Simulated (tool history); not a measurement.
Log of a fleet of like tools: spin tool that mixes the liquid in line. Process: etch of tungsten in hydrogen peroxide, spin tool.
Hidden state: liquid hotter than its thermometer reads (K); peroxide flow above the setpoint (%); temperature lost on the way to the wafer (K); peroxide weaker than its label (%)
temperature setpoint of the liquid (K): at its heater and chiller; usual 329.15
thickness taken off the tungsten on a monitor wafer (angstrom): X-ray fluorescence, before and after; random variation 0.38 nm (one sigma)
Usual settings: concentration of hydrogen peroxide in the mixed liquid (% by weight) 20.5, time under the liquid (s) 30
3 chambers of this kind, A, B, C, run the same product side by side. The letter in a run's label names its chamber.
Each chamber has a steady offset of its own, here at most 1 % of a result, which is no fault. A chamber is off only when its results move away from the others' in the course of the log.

run,day,temperature setpoint of the liquid (K),concentration of hydrogen peroxide in the mixed liquid (% by weight),time under the liquid (s),hours since the thermometer was replaced,hours since the peroxide flow meter was replaced,hours since the heated supply line was repaired,hours since the drum of peroxide was connected,"read-back film thickness of the tungsten reference wafer, read on the same gauge (nm)",thickness taken off the tungsten on a monitor wafer (angstrom)
1A,0.267,329.15,20.5,30,1222.8,1325.6,514.4,193.6,80.012,397.92
2B,0.629,329.15,20.5,30,398.7,550.4,395.1,537.2,79.994,399.65
3C,0.933,329.15,20.5,30,1138.8,843.3,640.5,677.4,80.019,401.26
4B,1.304,329.15,20.5,30,414.9,566.6,411.3,553.4,79.978,393.74
5A,1.658,329.15,20.5,30,1256.2,1359.0,547.8,227.0,79.994,398.95
# day 1.717: chamber C: heated supply line repaired
6C,1.908,329.15,20.5,30,1162.2,866.7,4.6,700.8,80.001,397.37
7A,2.112,329.15,20.5,30,1267.1,1369.9,558.7,237.9,79.972,399.02
8B,2.521,329.15,20.5,30,444.1,595.8,440.5,582.6,80.024,392.74
9C,2.792,329.15,20.5,30,1183.4,887.9,25.8,722.0,80.008,404.55
10B,2.975,334.15,17.5,30,455.0,606.7,451.4,593.5,79.977,484.60
11C,3.267,334.15,17.5,30,1194.8,899.3,37.2,733.4,80.067,502.69
12A,3.642,334.15,17.5,30,1303.8,1406.6,595.4,274.6,80.032,484.08
13B,3.925,329.15,20.5,30,477.8,629.5,474.2,616.3,79.981,400.33
# day 3.979: chamber C: new drum of peroxide connected
14C,4.229,329.15,20.5,30,1217.9,922.4,60.3,6.0,79.994,406.27
15A,4.608,329.15,20.5,30,1327.0,1429.8,618.6,297.8,79.994,396.32
16B,4.825,329.15,24.0,30,499.4,651.1,495.8,637.9,79.987,424.26
17C,5.154,329.15,24.0,30,1240.1,944.6,82.5,28.2,80.024,448.38
18A,5.450,329.15,24.0,30,1347.2,1450.0,638.8,318.0,79.965,428.31
19A,5.717,329.15,20.5,30,1353.6,1456.4,645.2,324.4,80.008,398.14
20B,5.912,329.15,20.5,30,525.5,677.2,521.9,664.0,79.978,396.89
21C,6.162,329.15,20.5,30,1264.3,968.8,106.7,52.4,79.989,420.82
22C,6.458,329.15,20.5,30,1271.4,975.9,113.8,59.5,79.977,417.76
23B,6.750,329.15,20.5,30,545.6,697.3,542.0,684.1,80.007,393.30
24A,7.133,333.15,25.5,30,1387.6,1490.4,679.2,358.4,79.959,562.49
25C,7.362,333.15,25.5,30,1293.1,997.6,135.5,81.2,79.997,597.42
# day 7.404: chamber B: heated supply line repaired
26B,7.704,333.15,25.5,30,568.5,720.2,7.3,707.0,79.984,558.85
27A,7.925,329.15,20.5,30,1406.6,1509.4,698.2,377.4,80.014,392.36
28A,8.121,329.15,20.5,30,1411.3,1514.1,702.9,382.1,79.990,398.84
29B,8.488,329.15,20.5,30,587.3,739.0,26.1,725.8,79.981,390.61
30C,8.825,329.15,20.5,30,1328.2,1032.7,170.6,116.3,80.013,414.13
31C,9.050,329.15,20.5,30,1333.6,1038.1,176.0,121.7,80.009,423.18
32B,9.383,329.15,16.0,20,608.8,760.5,47.6,747.3,80.001,230.19
33A,9.633,329.15,16.0,20,1447.6,1550.4,739.2,418.4,79.968,234.48
34B,9.817,329.15,16.0,20,619.2,770.9,58.0,757.7,80.025,230.74
35C,10.050,329.15,20.5,30,1357.6,1062.1,200.0,145.7,79.971,430.53
36A,10.367,329.15,20.5,30,1465.2,1568.0,756.8,436.0,80.015,399.25
37C,10.775,329.15,20.5,30,1375.0,1079.5,217.4,163.1,80.060,433.90
38A,11.121,329.15,20.5,30,1483.3,1586.1,774.9,454.1,80.026,389.66

Next, every chamber runs the same settings. What will each give?
39A,11.421,329.15,20.5,30,,,,,,?
39B,11.421,329.15,20.5,30,,,,,,?
39C,11.421,329.15,20.5,30,,,,,,?

run,thickness taken off the tungsten on a monitor wafer (angstrom)
39A,400.22
39B,390.73
39C,422.71

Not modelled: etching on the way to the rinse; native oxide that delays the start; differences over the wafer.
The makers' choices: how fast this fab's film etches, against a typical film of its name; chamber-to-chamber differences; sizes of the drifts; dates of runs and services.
